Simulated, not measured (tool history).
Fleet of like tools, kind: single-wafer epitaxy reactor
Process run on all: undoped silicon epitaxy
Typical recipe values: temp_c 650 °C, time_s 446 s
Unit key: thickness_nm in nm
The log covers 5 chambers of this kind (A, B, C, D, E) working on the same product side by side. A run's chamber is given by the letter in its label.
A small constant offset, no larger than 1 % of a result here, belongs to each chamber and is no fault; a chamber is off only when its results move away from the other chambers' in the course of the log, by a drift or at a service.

| run | day | temp_c | time_s | read-back reference wafer on the same gauge, thickness_nm | thickness_nm |
|---|---|---|---|---|---|
| 1A | 0.288 | 650 | 446 | 74.203 | 75.437 |
| 2C | 0.538 | 650 | 446 | 74.235 | 74.202 |
| 3D | 0.7 | 650 | 446 | 74.167 | 74.247 |
| 4E | 0.954 | 650 | 446 | 74.205 | 74.095 |
| 5B | 1.204 | 650 | 446 | 74.247 | 74.395 |
| 6D | 1.517 | 650 | 446 | 74.198 | 74.592 |
| 7A | 1.762 | 650 | 446 | 74.18 | 75.798 |
| 8E | 2.071 | 650 | 446 | 74.17 | 73.722 |
| 9B | 2.279 | 657 | 511 | 74.113 | 98.663 |
| 10C | 2.554 | 657 | 511 | 74.304 | 98.731 |
| 11A | 2.767 | 657 | 511 | 74.196 | 100.71 |
| 12B | 2.954 | 657 | 511 | 74.216 | 99.659 |
| 13E | 3.254 | 657 | 511 | 74.218 | 98.941 |
| 14D | 3.421 | 650 | 446 | 74.183 | 74.619 |
| 15C | 3.625 | 650 | 446 | 74.212 | 74.365 |
| 16C | 3.896 | 650 | 446 | 74.231 | 74.714 |
| 17B | 4.196 | 650 | 446 | 74.18 | 74.661 |
| 18A | 4.412 | 650 | 446 | 74.206 | 75.893 |
| 19E | 4.596 | 650 | 446 | 74.206 | 74.441 |
| 20D | 4.842 | 650 | 446 | 74.19 | 74.716 |
|  | 4.879 | chamber E: pyrometer calibrated |
| 21A | 5.133 | 650 | 446 | 74.151 | 75.462 |
| 22E | 5.317 | 640 | 398 | 74.183 | 52.144 |
| 23C | 5.483 | 640 | 398 | 74.192 | 53.398 |
| 24D | 5.796 | 640 | 398 | 74.129 | 53.198 |
| 25B | 5.996 | 640 | 398 | 74.166 | 53.317 |
| 26E | 6.221 | 640 | 398 | 74.141 | 51.809 |
| 27D | 6.508 | 650 | 494 | 74.222 | 82.798 |
| 28A | 6.717 | 650 | 494 | 74.185 | 83.571 |
| 29C | 6.892 | 650 | 494 | 74.226 | 82.55 |
| 30B | 7.138 | 650 | 494 | 74.125 | 82.658 |
| 31A | 7.433 | 650 | 494 | 74.182 | 83.255 |
| 32B | 7.792 | 650 | 446 | 74.174 | 74.475 |
| 33E | 8.025 | 650 | 446 | 74.194 | 72.313 |
| 34C | 8.242 | 650 | 446 | 74.251 | 74.234 |

Next, all 5 chambers run the settings below, one line each with question marks for the results. What does each chamber give?
| 35A | 8.5 | 650 | 446 |  | ? |
| 35B | 8.5 | 650 | 446 |  | ? |
| 35C | 8.5 | 650 | 446 |  | ? |
| 35D | 8.5 | 650 | 446 |  | ? |
| 35E | 8.5 | 650 | 446 |  | ? |

| run | thickness_nm |
|---|---|
| 35A | 75.687 |
| 35B | 74.367 |
| 35C | 75.221 |
| 35D | 74.725 |
| 35E | 72.347 |
